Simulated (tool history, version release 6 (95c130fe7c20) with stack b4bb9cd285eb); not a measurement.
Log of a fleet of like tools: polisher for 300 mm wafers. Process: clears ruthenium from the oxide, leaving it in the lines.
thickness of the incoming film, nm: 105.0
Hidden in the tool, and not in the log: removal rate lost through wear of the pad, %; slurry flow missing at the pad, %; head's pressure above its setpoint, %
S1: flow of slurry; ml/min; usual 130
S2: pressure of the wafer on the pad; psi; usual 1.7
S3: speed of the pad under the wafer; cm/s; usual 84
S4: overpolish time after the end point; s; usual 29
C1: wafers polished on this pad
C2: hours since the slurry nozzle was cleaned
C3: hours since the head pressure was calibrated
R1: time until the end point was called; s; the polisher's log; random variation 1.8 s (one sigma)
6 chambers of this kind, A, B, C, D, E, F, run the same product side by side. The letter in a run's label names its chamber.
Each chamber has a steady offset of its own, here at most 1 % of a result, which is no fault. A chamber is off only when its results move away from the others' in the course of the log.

run	hour	S1	S2	S3	S4	C1	C2	C3	R1
1D	8.8	130	1.7	84	29	1289	558.4	879.7	141.70
# hour 15.1: chamber D: slurry nozzle cleaned
2B	20.7	130	1.7	84	29	1207	322.2	24.4	146.24
# hour 22.2: chamber F: worn pad replaced by a new one
# hour 26.8: chamber D: worn pad replaced by a new one
3C	30.7	130	1.7	84	29	225	293.9	856.4	142.63
# hour 32.4: chamber B: worn pad replaced by a new one
4F	42.4	130	1.7	84	29	87	178.0	177.9	143.09
5A	50.6	130	1.7	84	29	290	571.4	82.7	143.69
6E	63.7	130	1.7	84	29	458	362.9	605.9	141.21
7F	70.4	130	1.3	110	29	208	206.0	205.9	142.09
8E	79.9	130	1.3	110	29	528	379.1	622.1	139.63
# hour 81.3: chamber A: slurry nozzle cleaned
# hour 82.5: chamber E: worn pad replaced by a new one
# hour 88.1: chamber C: worn pad replaced by a new one
9D	89.3	130	1.3	110	29	269	74.2	960.2	139.42
# hour 98.3: chamber C: head pressure recalibrated
10B	99.7	130	1.3	110	29	290	401.2	103.4	141.83
11C	113.8	130	1.3	110	29	110	377.0	15.6	145.17
12A	120.9	130	1.3	110	29	593	39.6	153.0	140.15
# hour 121.9: chamber F: slurry nozzle cleaned
13F	133.5	130	1.7	84	29	480	11.7	269.0	143.92
14B	142.3	130	1.7	84	29	473	443.8	146.0	142.38
# hour 151.4: chamber F: worn pad replaced by a new one
15C	152.2	90	1.2	84	29	276	415.4	54.0	228.13
16E	165.9	90	1.2	84	29	359	465.1	708.1	216.91
17A	176.0	90	1.2	84	29	830	94.7	208.1	217.30
# hour 188.8: chamber E: worn pad replaced by a new one
18D	190.9	90	1.2	84	29	707	175.8	1061.8	225.14
# hour 192.9: chamber E: slurry nozzle cleaned
# hour 202.7: chamber C: worn pad replaced by a new one
19F	205.8	90	1.2	84	29	234	84.0	341.3	214.91
# hour 212.1: chamber B: slurry nozzle cleaned
20D	218.4	90	1.2	84	29	826	203.3	1089.3	217.57
21B	231.7	130	1.7	84	29	859	19.6	235.4	140.43
22E	240.8	165	1.7	62	29	224	48.0	783.0	182.77
23A	252.3	165	1.7	62	29	1159	171.0	284.4	185.40
# hour 259.6: chamber F: worn pad replaced by a new one
24C	264.2	165	1.7	62	29	265	527.4	166.0	195.56
# hour 270.4: chamber A: worn pad replaced by a new one
25F	278.9	165	1.7	62	29	83	157.1	414.4	188.79
26C	288.0	165	1.7	62	29	367	551.2	189.8	198.02
# hour 301.9: chamber E: worn pad replaced by a new one
27B	303.4	165	1.7	62	29	1168	91.3	307.1	190.98
# hour 305.6: chamber E: head pressure recalibrated
28A	312.9	165	1.7	98	29	183	231.6	345.0	116.20
# hour 315.8: chamber A: head pressure recalibrated
# hour 317.8: chamber B: worn pad replaced by a new one
# hour 320.0: chamber C: worn pad replaced by a new one
29D	321.0	165	1.7	98	29	1268	305.9	1191.9	114.64
30E	331.3	165	1.7	98	29	126	138.5	25.7	114.61
31F	339.9	165	1.7	98	29	346	218.1	475.4	116.60
32A	350.3	165	1.7	98	29	344	269.0	34.5	116.77
33E	359.0	165	1.7	98	29	246	166.2	53.4	115.28
# hour 370.8: chamber F: worn pad replaced by a new one
# hour 373.2: chamber D: worn pad replaced by a new one
34C	373.8	130	1.7	84	29	231	637.0	275.6	162.87
# hour 375.4: chamber F: slurry nozzle cleaned
35B	381.4	170	1.7	84	42	274	169.3	385.1	137.39
36D	391.9	170	1.7	84	42	80	376.8	1262.8	135.19
37A	401.9	170	1.7	84	42	566	320.6	86.1	137.47
# hour 411.6: chamber E: worn pad replaced by a new one
38F	412.6	170	1.7	84	42	180	37.2	548.1	135.91
39E	425.2	170	1.7	84	42	58	232.4	119.6	134.69

All 6 chambers run these settings next. Forecast each chamber's results:
40A	436.3	130	1.7	84	29				?
40B	436.3	130	1.7	84	29				?
40C	436.3	130	1.7	84	29				?
40D	436.3	130	1.7	84	29				?
40E	436.3	130	1.7	84	29				?
40F	436.3	130	1.7	84	29				?

run	R1
40A	141.89
40B	144.48
40C	165.54
40D	143.75
40E	138.35
40F	141.67
